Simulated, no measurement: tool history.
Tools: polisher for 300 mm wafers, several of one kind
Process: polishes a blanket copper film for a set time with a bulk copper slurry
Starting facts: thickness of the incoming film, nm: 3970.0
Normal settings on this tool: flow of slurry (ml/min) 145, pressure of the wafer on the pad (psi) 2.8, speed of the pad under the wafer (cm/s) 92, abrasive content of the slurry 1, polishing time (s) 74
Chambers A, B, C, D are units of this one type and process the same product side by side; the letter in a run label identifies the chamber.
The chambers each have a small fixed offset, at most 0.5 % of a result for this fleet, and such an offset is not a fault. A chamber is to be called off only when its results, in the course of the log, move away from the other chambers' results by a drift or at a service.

| run | hour | flow of slurry (ml/min) | pressure of the wafer on the pad (psi) | speed of the pad under the wafer (cm/s) | abrasive content of the slurry | polishing time (s) | film removed (angstrom) |
|---|---|---|---|---|---|---|---|
| 1C | 4.7 | 145 | 2.8 | 92 | 1 | 74 | 5614.6 |
| 2A | 7.0 | 145 | 2.8 | 92 | 1 | 74 | 5604.0 |
| 3D | 10.2 | 145 | 2.8 | 92 | 1 | 74 | 5546.8 |
| 4B | 14.0 | 145 | 2.8 | 92 | 1 | 74 | 5683.1 |
| 5A | 18.6 | 145 | 2.8 | 92 | 1 | 74 | 5650.8 |
|  | 19.1 | chamber B: slurry nozzle cleaned |
|  | 21.4 | chamber D: head pressure recalibrated |
| 6B | 22.8 | 145 | 2.8 | 92 | 1 | 74 | 5521.4 |
| 7D | 25.4 | 145 | 2.8 | 92 | 1 | 74 | 5555.5 |
| 8C | 28.6 | 145 | 2.8 | 92 | 1 | 74 | 5516.3 |
| 9A | 30.7 | 145 | 2.8 | 92 | 1 | 74 | 5715.1 |
| 10C | 34.3 | 145 | 2.8 | 72 | 1 | 74 | 4377.7 |
|  | 35.1 | chamber C: slurry blender recalibrated |
|  | 35.7 | chamber C: worn pad replaced by a new one |
| 11D | 36.5 | 145 | 2.8 | 72 | 1 | 74 | 4315.9 |
| 12B | 39.3 | 145 | 2.8 | 72 | 1 | 74 | 4284.6 |
|  | 41.4 | chamber A: slurry blender recalibrated |
| 13D | 41.9 | 145 | 2.8 | 72 | 1 | 74 | 4400.0 |
| 14B | 45.3 | 145 | 1.9 | 92 | 1 | 63 | 3143.7 |
| 15A | 47.8 | 145 | 1.9 | 92 | 1 | 63 | 3193.7 |
| 16C | 50.1 | 145 | 1.9 | 92 | 1 | 63 | 3212.6 |
|  | 50.9 | chamber D: worn pad replaced by a new one |
| 17A | 52.5 | 145 | 1.9 | 92 | 1 | 63 | 3230.9 |
| 18C | 57.0 | 145 | 2.8 | 92 | 1 | 74 | 5539.7 |
| 19B | 59.9 | 145 | 2.8 | 92 | 1 | 74 | 5427.8 |
| 20D | 62.1 | 145 | 2.8 | 92 | 1 | 74 | 5607.4 |
| 21B | 65.2 | 145 | 2.8 | 92 | 1 | 74 | 5367.9 |
|  | 67.5 | chamber A: worn pad replaced by a new one |
| 22C | 68.5 | 175 | 2.8 | 92 | 1 | 63 | 4908.8 |
| 23D | 71.0 | 175 | 2.8 | 92 | 1 | 63 | 4884.5 |
| 24A | 74.8 | 175 | 2.8 | 92 | 1 | 63 | 4967.0 |
| 25D | 77.1 | 175 | 2.8 | 92 | 1 | 63 | 4959.3 |
| 26C | 79.4 | 145 | 2.8 | 92 | 1 | 74 | 5538.9 |
| 27A | 82.0 | 145 | 2.8 | 92 | 1 | 74 | 5550.2 |
|  | 84.6 | chamber D: slurry blender recalibrated |
| 28B | 85.9 | 145 | 2.8 | 92 | 1 | 74 | 5243.2 |
|  | 86.3 | chamber C: slurry nozzle cleaned |
| 29A | 88.6 | 145 | 2.8 | 92 | 1 | 74 | 5594.0 |
| 30C | 92.2 | 145 | 2.8 | 92 | 1 | 74 | 5664.5 |
| 31B | 96.8 | 145 | 2.8 | 92 | 1 | 74 | 5212.8 |
| 32D | 101.1 | 145 | 2.8 | 92 | 1 | 74 | 5586.9 |
| 33C | 105.5 | 145 | 3.2 | 92 | 1 | 74 | 6380.9 |
| 34A | 108.9 | 145 | 3.2 | 92 | 1 | 74 | 6383.6 |
| 35D | 111.7 | 145 | 3.2 | 92 | 1 | 74 | 6321.4 |
| 36B | 116.3 | 145 | 3.2 | 92 | 1 | 74 | 5918.5 |
| 37C | 120.7 | 145 | 2.8 | 92 | 1 | 74 | 5593.7 |
| 38A | 123.4 | 145 | 2.8 | 92 | 1 | 74 | 5581.0 |
| 39B | 127.9 | 145 | 2.8 | 92 | 1 | 74 | 5062.7 |

What goes on in this fleet: one chamber off, a drifting gauge, or nothing beyond the chambers' own small offsets? Name the chamber and the cause, if any.

Chamber B drifts away from the others.
Likeliest cause: removal rate lost through wear of the pad, % = 11.
Not necessarily distinguishable in this log from: head's pressure below its setpoint, %.

Here are 4 candidates for chamber B's next run, each the usual settings with a change, their results left as question marks. Which one brings its results back in line with what the others give on the usual settings?
Maximum distance from the other chambers' mean on the usual settings for a result to count as in line: film removed (angstrom) 170.0
| 40B-1 | 131.4 | 145 | 2.9 | 96 | 1 | 77 | ? |
| 40B-2 | 131.4 | 145 | 2.8 | 94 | 1 | 76 | ? |
| 40B-3 | 131.4 | 145 | 2.8 | 90 | 1 | 73 | ? |
| 40B-4 | 131.4 | 145 | 2.8 | 88 | 1 | 70 | ? |

On the usual settings, the other chambers give on average: film removed (angstrom) 5599.9
| run | film removed (angstrom) |
|---|---|
| 40B-1 | 5650.3 |
| 40B-2 | 5271.8 |
| 40B-3 | 4845.1 |
| 40B-4 | 4541.2 |
With 40B-1, the chamber falls back in line with the rest.
